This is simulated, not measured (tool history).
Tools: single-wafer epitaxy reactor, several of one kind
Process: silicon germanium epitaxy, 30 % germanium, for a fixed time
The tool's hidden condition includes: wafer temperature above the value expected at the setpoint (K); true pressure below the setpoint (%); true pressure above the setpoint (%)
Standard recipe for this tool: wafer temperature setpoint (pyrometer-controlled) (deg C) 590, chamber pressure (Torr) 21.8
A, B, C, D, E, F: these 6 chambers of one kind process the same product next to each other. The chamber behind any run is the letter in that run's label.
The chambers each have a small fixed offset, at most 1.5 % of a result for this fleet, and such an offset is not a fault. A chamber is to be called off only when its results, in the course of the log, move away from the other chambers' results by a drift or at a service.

run   hour  wafer temperature setpoint (pyrometer-controlled) (deg C)  chamber pressure (Torr)  hours since the last pyrometer calibration  hours since the last manometer calibration  read-back reference wafer on the same gauge, thickness_nm  mean film thickness on the monitor wafer (Å)
 1B    6.9                                                        590                     21.8                                       748.1                                      1065.1                                                     43.541                                        511.10
 2F   16.1                                                        590                     21.8                                       249.1                                      1635.1                                                     43.434                                        510.08
 3E   24.6                                                        590                     21.8                                       803.8                                       162.7                                                     43.533                                        502.44
 4C   29.6                                                        590                     21.8                                       357.0                                        90.5                                                     43.477                                        508.06
 5A   36.1                                                        596                     21.8                                       436.9                                       391.1                                                     43.468                                        574.85
      41.1  -- chamber D: capacitance manometer re-zeroed and calibrated
 6D   41.6                                                        596                     21.8                                      1872.2                                         0.5                                                     43.469                                        568.80
      44.0  -- chamber F: capacitance manometer re-zeroed and calibrated
 7C   50.7                                                        596                     21.8                                       378.1                                       111.6                                                     43.479                                        569.38
 8B   56.3                                                        596                     21.8                                       797.5                                      1114.5                                                     43.513                                        566.79
 9F   63.0                                                        596                     21.8                                       296.0                                        19.1                                                     43.512                                        564.38
10D   69.8                                                        596                     21.8                                      1900.4                                        28.7                                                     43.488                                        567.65
11E   75.1                                                        590                     21.8                                       854.3                                       213.2                                                     43.513                                        501.60
12A   83.1                                                        590                     21.8                                       483.9                                       438.1                                                     43.539                                        509.06
13E   89.3                                                        590                     21.8                                       868.5                                       227.4                                                     43.533                                        499.58
14D   98.4                                                        590                     21.8                                      1929.0                                        57.3                                                     43.478                                        514.76
15A  105.4                                                        590                     21.8                                       506.2                                       460.4                                                     43.530                                        513.97
16F  109.9                                                        582                     17.6                                       342.9                                        66.0                                                     43.545                                        397.82
17B  118.0                                                        582                     17.6                                       859.2                                      1176.2                                                     43.521                                        404.66
18C  125.2                                                        582                     17.6                                       452.6                                       186.1                                                     43.573                                        396.85
19F  129.7                                                        582                     17.6                                       362.7                                        85.8                                                     43.486                                        399.70
20C  137.4                                                        582                     17.6                                       464.8                                       198.3                                                     43.461                                        400.78
21E  145.9                                                        582                     17.6                                       925.1                                       284.0                                                     43.442                                        398.79
22D  153.5                                                        590                     26.3                                      1984.1                                       112.4                                                     43.491                                        563.26
23A  159.9                                                        590                     26.3                                       560.7                                       514.9                                                     43.488                                        551.01
24B  165.3                                                        590                     26.3                                       906.5                                      1223.5                                                     43.530                                        547.79
25C  173.9                                                        590                     26.3                                       501.3                                       234.8                                                     43.495                                        547.62
26A  179.1                                                        590                     26.3                                       579.9                                       534.1                                                     43.501                                        549.56
27D  187.4                                                        590                     26.3                                      2018.0                                       146.3                                                     43.515                                        574.57
28B  196.2                                                        590                     21.8                                       937.4                                      1254.4                                                     43.526                                        516.02
29E  201.5                                                        590                     21.8                                       980.7                                       339.6                                                     43.453                                        505.60
30F  206.6                                                        604                     26.5                                       439.6                                       162.7                                                     43.480                                        709.90
31C  211.6                                                        604                     26.5                                       539.0                                       272.5                                                     43.464                                        700.95
32B  220.8                                                        604                     26.5                                       962.0                                      1279.0                                                     43.505                                        717.74
33A  225.3                                                        604                     26.5                                       626.1                                       580.3                                                     43.471                                        714.08
34F  232.0                                                        604                     26.5                                       465.0                                       188.1                                                     43.461                                        717.16
35E  236.2                                                        604                     26.5                                      1015.4                                       374.3                                                     43.463                                        703.65
36D  245.1                                                        590                     21.8                                      2075.7                                       204.0                                                     43.514                                        537.57
37F  250.2                                                        590                     24.7                                       483.2                                       206.3                                                     43.451                                        536.90
38A  254.8                                                        590                     24.7                                       655.6                                       609.8                                                     43.433                                        538.82
39B  261.1                                                        590                     24.7                                      1002.3                                      1319.3                                                     43.521                                        543.35
40C  265.8                                                        590                     24.7                                       593.2                                       326.7                                                     43.477                                        533.90
41E  274.0                                                        590                     24.7                                      1053.2                                       412.1                                                     43.480                                        530.93
42D  278.7                                                        590                     24.7                                      2109.3                                       237.6                                                     43.524                                        567.12
43B  285.0                                                        590                     21.8                                      1026.2                                      1343.2                                                     43.528                                        510.28

All chambers now run identical settings, listed one chamber a line with results as question marks. What results will each chamber show?
44A  292.0                                                        590                     21.8                                                                                                                                                                                                ?
44B  292.0                                                        590                     21.8                                                                                                                                                                                                ?
44C  292.0                                                        590                     21.8                                                                                                                                                                                                ?
44D  292.0                                                        590                     21.8                                                                                                                                                                                                ?
44E  292.0                                                        590                     21.8                                                                                                                                                                                                ?
44F  292.0                                                        590                     21.8                                                                                                                                                                                                ?

run  mean film thickness on the monitor wafer (Å)
44A                                        506.21
44B                                        513.89
44C                                        504.69
44D                                        537.79
44E                                        501.86
44F                                        513.66
